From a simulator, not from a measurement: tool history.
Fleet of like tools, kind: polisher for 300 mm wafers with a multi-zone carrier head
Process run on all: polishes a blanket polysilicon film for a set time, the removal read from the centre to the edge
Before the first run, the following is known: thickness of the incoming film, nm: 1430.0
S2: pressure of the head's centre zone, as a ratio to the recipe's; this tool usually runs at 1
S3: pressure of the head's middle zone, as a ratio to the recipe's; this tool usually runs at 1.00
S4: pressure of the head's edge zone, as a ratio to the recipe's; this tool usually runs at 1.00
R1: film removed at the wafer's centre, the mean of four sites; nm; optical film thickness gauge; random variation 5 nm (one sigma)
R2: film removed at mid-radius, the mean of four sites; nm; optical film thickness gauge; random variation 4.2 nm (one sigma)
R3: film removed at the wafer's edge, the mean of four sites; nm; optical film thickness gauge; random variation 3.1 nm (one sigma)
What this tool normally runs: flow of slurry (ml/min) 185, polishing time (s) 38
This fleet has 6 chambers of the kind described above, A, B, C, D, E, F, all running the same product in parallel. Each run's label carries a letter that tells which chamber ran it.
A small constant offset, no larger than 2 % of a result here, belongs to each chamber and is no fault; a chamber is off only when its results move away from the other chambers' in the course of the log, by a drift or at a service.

Run 1C, day 0.133: usual settings. Result: R1 340.32 nm, R2 336.57 nm, R3 340.12 nm.
At day 0.162: chamber E: worn pad replaced by a new one.
Run 2F, day 0.279: usual settings. Result: R1 333.38 nm, R2 338.70 nm, R3 338.39 nm.
Run 3E, day 0.471: usual settings. Result: R1 335.29 nm, R2 340.63 nm, R3 335.23 nm.
Run 4D, day 0.596: usual settings. Result: R1 337.31 nm, R2 334.91 nm, R3 337.40 nm.
At day 0.675: chamber F: worn pad replaced by a new one.
At day 0.704: chamber C: worn pad replaced by a new one.
Run 5A, day 0.746: usual settings but polishing time (s) 33. Result: R1 290.79 nm, R2 293.58 nm, R3 287.96 nm.
At day 0.917: chamber A: worn pad replaced by a new one.
Run 6B, day 0.950: usual settings but polishing time (s) 33. Result: R1 292.53 nm, R2 299.06 nm, R3 293.77 nm.
Run 7E, day 1.133: usual settings but polishing time (s) 33. Result: R1 289.29 nm, R2 294.89 nm, R3 290.65 nm.
Run 8C, day 1.267: usual settings but polishing time (s) 33. Result: R1 296.90 nm, R2 294.26 nm, R3 294.53 nm.
Run 9B, day 1.462: usual settings but polishing time (s) 33. Result: R1 290.39 nm, R2 299.61 nm, R3 295.77 nm.
Run 10F, day 1.579: usual settings but polishing time (s) 33. Result: R1 287.64 nm, R2 295.52 nm, R3 289.29 nm.
Run 11D, day 1.742: usual settings. Result: R1 335.13 nm, R2 337.82 nm, R3 338.72 nm.
Run 12A, day 1.921: usual settings. Result: R1 334.72 nm, R2 337.98 nm, R3 332.45 nm.
Run 13B, day 2.012: usual settings. Result: R1 334.89 nm, R2 342.18 nm, R3 342.63 nm.
At day 2.142: chamber A: worn pad replaced by a new one.
Run 14E, day 2.154: usual settings. Result: R1 330.37 nm, R2 345.76 nm, R3 341.00 nm.
Run 15C, day 2.325: usual settings. Result: R1 335.81 nm, R2 343.10 nm, R3 345.20 nm.
At day 2.429: chamber C: centre zone pressure recalibrated.
At day 2.467: chamber B: worn pad replaced by a new one.
Run 16F, day 2.504: usual settings but polishing time (s) 45. Result: R1 400.46 nm, R2 397.59 nm, R3 402.64 nm.
Run 17A, day 2.700: usual settings but polishing time (s) 45. Result: R1 391.22 nm, R2 395.79 nm, R3 387.43 nm.
Run 18D, day 2.862: usual settings but polishing time (s) 45. Result: R1 397.60 nm, R2 390.84 nm, R3 395.54 nm.
Run 19E, day 2.988: usual settings but polishing time (s) 45. Result: R1 398.06 nm, R2 400.89 nm, R3 399.35 nm.
At day 3.079: chamber E: worn pad replaced by a new one.
Run 20F, day 3.146: usual settings but polishing time (s) 45. Result: R1 400.26 nm, R2 400.44 nm, R3 396.89 nm.
At day 3.258: chamber D: worn pad replaced by a new one.
Run 21D, day 3.317: usual settings but polishing time (s) 45. Result: R1 389.06 nm, R2 400.22 nm, R3 395.93 nm.
Run 22A, day 3.512: usual settings. Result: R1 326.41 nm, R2 318.68 nm, R3 323.19 nm.
At day 3.562: chamber A: worn pad replaced by a new one.
Run 23B, day 3.612: usual settings. Result: R1 345.51 nm, R2 334.78 nm, R3 340.11 nm.
Run 24C, day 3.708: usual settings but flow of slurry (ml/min) 165, S4 1.11. Result: R1 324.54 nm, R2 326.09 nm, R3 347.74 nm.
Run 25C, day 3.867: usual settings but flow of slurry (ml/min) 165, S4 1.11. Result: R1 329.61 nm, R2 328.30 nm, R3 355.92 nm.
At day 3.879: chamber C: worn pad replaced by a new one.
Run 26F, day 4.050: usual settings but flow of slurry (ml/min) 165, S4 1.11. Result: R1 325.38 nm, R2 330.99 nm, R3 352.96 nm.
Run 27E, day 4.200: usual settings but flow of slurry (ml/min) 165, S4 1.11. Result: R1 318.74 nm, R2 337.25 nm, R3 349.47 nm.
Run 28A, day 4.375: usual settings but flow of slurry (ml/min) 165, S4 1.11. Result: R1 315.39 nm, R2 313.72 nm, R3 332.35 nm.
Run 29D, day 4.483: usual settings but flow of slurry (ml/min) 165, S4 1.11. Result: R1 325.30 nm, R2 337.27 nm, R3 353.15 nm.
Run 30B, day 4.633: usual settings. Result: R1 343.33 nm, R2 336.68 nm, R3 337.55 nm.
At day 4.692: chamber B: slurry nozzle cleaned.
Run 31C, day 4.754: usual settings. Result: R1 336.85 nm, R2 347.68 nm, R3 334.56 nm.
At day 4.771: chamber A: worn pad replaced by a new one.
Run 32B, day 4.904: usual settings. Result: R1 335.57 nm, R2 339.22 nm, R3 346.60 nm.
Run 33D, day 5.021: usual settings. Result: R1 329.50 nm, R2 340.56 nm, R3 342.90 nm.
At day 5.046: chamber F: worn pad replaced by a new one.
Run 34A, day 5.162: usual settings. Result: R1 305.00 nm, R2 313.25 nm, R3 320.90 nm.
Run 35F, day 5.362: usual settings. Result: R1 331.52 nm, R2 333.49 nm, R3 334.96 nm.
At day 5.550: chamber E: worn pad replaced by a new one.
Run 36E, day 5.554: usual settings. Result: R1 332.48 nm, R2 340.63 nm, R3 331.47 nm.
Run 37F, day 5.692: usual settings. Result: R1 330.48 nm, R2 337.29 nm, R3 336.22 nm.
Run 38C, day 5.825: usual settings. Result: R1 331.82 nm, R2 334.17 nm, R3 337.97 nm.
Run 39E, day 5.938: usual settings but S3 1.09, S4 0.90. Result: R1 331.03 nm, R2 377.25 nm, R3 318.41 nm.
At day 6.008: chamber A: worn pad replaced by a new one.
Run 40A, day 6.100: usual settings but S3 1.09, S4 0.90. Result: R1 315.17 nm, R2 333.43 nm, R3 293.57 nm.
Run 41D, day 6.246: usual settings but S3 1.09, S4 0.90. Result: R1 332.18 nm, R2 362.01 nm, R3 319.25 nm.

Which is it: a chamber that has drifted or been left off by a service, a gauge drift common to all chambers, or only each chamber's usual small offset? If a chamber is off, name it and its likeliest cause.

Chamber A drifts away from the others.
Cause: slurry flow missing at the pad, % = 35.6.

Which of the 4 candidates below, each the usual settings with something changed and its results left as question marks, puts chamber A back in line with what the other chambers give on the usual settings?
In-line tolerance around the mean of the other chambers on the usual settings: R1 17.00 nm; R2 15.00 nm; R3 11.00 nm
Run 42A-1, day 6.388: usual settings but flow of slurry (ml/min) 180, S2 0.99, polishing time (s) 35. Result: R1 ?, R2 ?, R3 ?.
Run 42A-2, day 6.388: usual settings but polishing time (s) 37. Result: R1 ?, R2 ?, R3 ?.
Run 42A-3, day 6.388: usual settings but polishing time (s) 39. Result: R1 ?, R2 ?, R3 ?.
Run 42A-4, day 6.388: usual settings but flow of slurry (ml/min) 190, S2 1.01, polishing time (s) 41. Result: R1 ?, R2 ?, R3 ?.

The mean the other chambers reach with the usual settings: R1 335.68 nm; R2 337.54 nm; R3 337.55 nm
  run      R1      R2      R3
42A-1  276.72  287.17  288.10
42A-2  298.01  305.54  305.94
42A-3  314.11  322.06  322.48
42A-4  336.23  340.65  340.48
42A-4 is the one that brings the chamber's results back in line with the other chambers.
